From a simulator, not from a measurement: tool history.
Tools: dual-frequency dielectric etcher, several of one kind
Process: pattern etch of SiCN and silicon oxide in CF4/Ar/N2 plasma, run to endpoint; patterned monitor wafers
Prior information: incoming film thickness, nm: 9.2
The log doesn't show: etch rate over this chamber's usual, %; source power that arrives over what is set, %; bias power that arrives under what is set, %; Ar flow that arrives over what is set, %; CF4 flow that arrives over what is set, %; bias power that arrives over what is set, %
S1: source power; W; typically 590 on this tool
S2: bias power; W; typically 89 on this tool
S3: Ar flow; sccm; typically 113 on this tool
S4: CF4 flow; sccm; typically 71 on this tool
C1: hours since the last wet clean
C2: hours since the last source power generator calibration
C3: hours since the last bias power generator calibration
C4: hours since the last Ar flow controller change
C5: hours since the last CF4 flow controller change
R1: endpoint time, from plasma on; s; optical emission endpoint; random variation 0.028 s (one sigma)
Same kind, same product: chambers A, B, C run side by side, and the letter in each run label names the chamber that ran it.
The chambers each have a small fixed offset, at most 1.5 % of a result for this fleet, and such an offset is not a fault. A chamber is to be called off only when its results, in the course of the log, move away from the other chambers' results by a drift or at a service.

Run 1A, day 0.412: usual settings; C1 423.1; C2 1814.6; C3 1460.7; C4 509.2; C5 5857.5. Result: R1 7.9687 s.
Run 2B, day 0.746: usual settings; C1 248.6; C2 2184.0; C3 1780.5; C4 3658.4; C5 2900.1. Result: R1 8.0190 s.
Run 3C, day 1.071: usual settings; C1 213.4; C2 357.0; C3 397.8; C4 2897.5; C5 172.5. Result: R1 8.0921 s.
At day 1.408: chamber A: wet clean of the chamber.
At day 1.525: chamber A: CF4 flow controller replaced.
Run 4C, day 1.646: usual settings; C1 227.2; C2 370.8; C3 411.6; C4 2911.3; C5 186.3. Result: R1 8.0789 s.
Run 5B, day 2.092: usual settings; C1 280.9; C2 2216.3; C3 1812.8; C4 3690.7; C5 2932.4. Result: R1 7.9741 s.
Run 6A, day 2.492: usual settings; C1 26.0; C2 1864.5; C3 1510.6; C4 559.1; C5 23.3. Result: R1 7.9342 s.
Run 7C, day 3.008: usual settings; C1 259.9; C2 403.5; C3 444.3; C4 2944.0; C5 219.0. Result: R1 8.0488 s.
Run 8B, day 3.367: usual settings but S4 86 sccm; C1 311.5; C2 2246.9; C3 1843.4; C4 3721.3; C5 2963.0. Result: R1 7.6762 s.
Run 9A, day 3.733: usual settings but S4 86 sccm; C1 55.8; C2 1894.3; C3 1540.4; C4 588.9; C5 53.1. Result: R1 7.7496 s.
Run 10B, day 4.154: usual settings but S4 86 sccm; C1 330.4; C2 2265.8; C3 1862.3; C4 3740.2; C5 2981.9. Result: R1 7.6238 s.
Run 11A, day 4.550: usual settings; C1 75.4; C2 1913.9; C3 1560.0; C4 608.5; C5 72.7. Result: R1 7.9560 s.
Run 12C, day 4.925: usual settings; C1 305.9; C2 449.5; C3 490.3; C4 2990.0; C5 265.0. Result: R1 8.0451 s.
Run 13C, day 5.275: usual settings; C1 314.3; C2 457.9; C3 498.7; C4 2998.4; C5 273.4. Result: R1 8.0653 s.
Run 14A, day 5.846: usual settings; C1 106.5; C2 1945.0; C3 1591.1; C4 639.6; C5 103.8. Result: R1 7.9292 s.
Run 15B, day 6.233: usual settings; C1 380.3; C2 2315.7; C3 1912.2; C4 3790.1; C5 3031.8. Result: R1 7.7940 s.
Run 16B, day 6.733: usual settings; C1 392.3; C2 2327.7; C3 1924.2; C4 3802.1; C5 3043.8. Result: R1 7.7129 s.
Run 17A, day 7.275: usual settings; C1 140.8; C2 1979.3; C3 1625.4; C4 673.9; C5 138.1. Result: R1 7.9558 s.
Run 18C, day 7.675: usual settings; C1 371.9; C2 515.5; C3 556.3; C4 3056.0; C5 331.0. Result: R1 8.0467 s.
Run 19B, day 8.033: usual settings; C1 423.5; C2 2358.9; C3 1955.4; C4 3833.3; C5 3075.0. Result: R1 7.6827 s.
Run 20A, day 8.483: usual settings; C1 169.8; C2 2008.3; C3 1654.4; C4 702.9; C5 167.1. Result: R1 7.9556 s.

All 3 chambers run these settings next. Forecast each chamber's results:
Run 21A, day 8.921: usual settings. Result: R1 ?.
Run 21B, day 8.921: usual settings. Result: R1 ?.
Run 21C, day 8.921: usual settings. Result: R1 ?.

run      R1
21A  7.9153
21B  7.6188
21C  8.0961
